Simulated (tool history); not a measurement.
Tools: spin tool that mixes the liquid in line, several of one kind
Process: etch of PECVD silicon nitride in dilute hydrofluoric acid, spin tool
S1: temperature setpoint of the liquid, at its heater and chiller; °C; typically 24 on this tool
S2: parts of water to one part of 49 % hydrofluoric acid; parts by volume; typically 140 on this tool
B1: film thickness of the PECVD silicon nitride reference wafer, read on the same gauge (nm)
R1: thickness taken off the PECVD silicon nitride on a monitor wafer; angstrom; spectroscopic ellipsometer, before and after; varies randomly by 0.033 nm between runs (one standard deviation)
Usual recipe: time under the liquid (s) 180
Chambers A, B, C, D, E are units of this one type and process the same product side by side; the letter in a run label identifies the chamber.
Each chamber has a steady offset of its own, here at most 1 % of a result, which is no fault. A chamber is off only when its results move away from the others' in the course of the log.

Run 1B, hour 7.3: usual settings; B1 70.006. Result: R1 21.778 angstrom.
Run 2C, hour 14.9: usual settings; B1 69.99. Result: R1 21.756 angstrom.
Run 3D, hour 20.1: usual settings; B1 70.008. Result: R1 21.855 angstrom.
Run 4A, hour 29: usual settings; B1 69.997. Result: R1 22.637 angstrom.
Run 5E, hour 39.2: usual settings; B1 70.036. Result: R1 22.287 angstrom.
Run 6A, hour 43.7: usual settings; B1 70.025. Result: R1 21.937 angstrom.
Run 7C, hour 52.2: usual settings; B1 70.016. Result: R1 21.899 angstrom.
Run 8D, hour 61.4: usual settings; B1 70.028. Result: R1 21.391 angstrom.
Run 9B, hour 66.2: usual settings; B1 70.004. Result: R1 21.59 angstrom.
Run 10E, hour 74.6: usual settings; B1 70.013. Result: R1 22.557 angstrom.
Run 11C, hour 82.7: usual settings; B1 70.015. Result: R1 21.53 angstrom.
Run 12A, hour 88.8: usual settings; B1 69.979. Result: R1 21.549 angstrom.
Run 13D, hour 93.4: usual settings; B1 70.036. Result: R1 22.603 angstrom.
Run 14E, hour 103.5: usual settings; B1 70.015. Result: R1 22.286 angstrom.
At hour 108.5: chamber A: hydrofluoric acid flow meter replaced.
Run 15B, hour 112.9: usual settings; B1 70.002. Result: R1 22.335 angstrom.
Run 16D, hour 118.6: usual settings; B1 69.951. Result: R1 22.042 angstrom.
Run 17A, hour 128: usual settings; B1 70.041. Result: R1 22.564 angstrom.
Run 18B, hour 135.4: usual settings; B1 70.02. Result: R1 21.667 angstrom.
Run 19C, hour 144.2: usual settings; B1 70.031. Result: R1 21.578 angstrom.
Run 20E, hour 151: usual settings; B1 69.97. Result: R1 21.658 angstrom.
Run 21E, hour 159.2: usual settings; B1 69.937. Result: R1 22.181 angstrom.
At hour 166.9: chamber D: hydrofluoric acid flow meter replaced.
Run 22C, hour 168: usual settings but S1 27.5 °C, time under the liquid (s) 280; B1 69.972. Result: R1 42.886 angstrom.
Run 23A, hour 174.8: usual settings but S1 27.5 °C, time under the liquid (s) 280; B1 70.068. Result: R1 43.88 angstrom.
Run 24D, hour 180.5: usual settings but S1 27.5 °C, time under the liquid (s) 280; B1 70.015. Result: R1 43.252 angstrom.
Run 25B, hour 185.7: usual settings but S1 27.5 °C, time under the liquid (s) 280; B1 70.014. Result: R1 41.92 angstrom.
At hour 187.7: chamber B: thermometer replaced.
Run 26E, hour 195.7: usual settings but S1 27.5 °C, time under the liquid (s) 280; B1 70.044. Result: R1 43.628 angstrom.
Run 27C, hour 203.3: usual settings; B1 70.009. Result: R1 22.28 angstrom.
Run 28B, hour 213.5: usual settings; B1 70.051. Result: R1 21.008 angstrom.
Run 29A, hour 221: usual settings; B1 70.038. Result: R1 22.03 angstrom.
Run 30D, hour 231: usual settings; B1 70.003. Result: R1 22.661 angstrom.
Run 31A, hour 238.9: usual settings; B1 70.033. Result: R1 22.195 angstrom.
At hour 243.5: chamber C: hydrofluoric acid flow meter replaced.
Run 32D, hour 246.7: usual settings; B1 70.068. Result: R1 21.617 angstrom.
Run 33B, hour 251.7: usual settings; B1 70.014. Result: R1 20.851 angstrom.
Run 34C, hour 257.2: usual settings; B1 69.987. Result: R1 22.54 angstrom.
Run 35E, hour 264.7: usual settings; B1 69.965. Result: R1 22.311 angstrom.
Run 36A, hour 269.2: usual settings; B1 70.019. Result: R1 22.936 angstrom.
Run 37B, hour 275.6: usual settings; B1 70.047. Result: R1 21.149 angstrom.
Run 38C, hour 280.2: usual settings; B1 70.031. Result: R1 21.826 angstrom.
Run 39E, hour 287.1: usual settings but S2 90 parts by volume; B1 70.041. Result: R1 33.995 angstrom.
Run 40D, hour 294.8: usual settings but S2 90 parts by volume; B1 69.985. Result: R1 35.073 angstrom.
Run 41A, hour 301.8: usual settings but S2 90 parts by volume; B1 69.943. Result: R1 33.97 angstrom.
Run 42B, hour 310.3: usual settings but S2 90 parts by volume; B1 69.994. Result: R1 30.979 angstrom.
Run 43E, hour 319.1: usual settings but S2 90 parts by volume; B1 70.03. Result: R1 33.438 angstrom.
Run 44D, hour 326.4: usual settings; B1 69.995. Result: R1 22.442 angstrom.

All chambers now run identical settings, listed one chamber a line with results as question marks. What results will each chamber show?
Run 45A, hour 333.7: usual settings. Result: R1 ?.
Run 45B, hour 333.7: usual settings. Result: R1 ?.
Run 45C, hour 333.7: usual settings. Result: R1 ?.
Run 45D, hour 333.7: usual settings. Result: R1 ?.
Run 45E, hour 333.7: usual settings. Result: R1 ?.

run      R1
45A   22.53
45B  20.345
45C  21.716
45D  22.704
45E  21.847
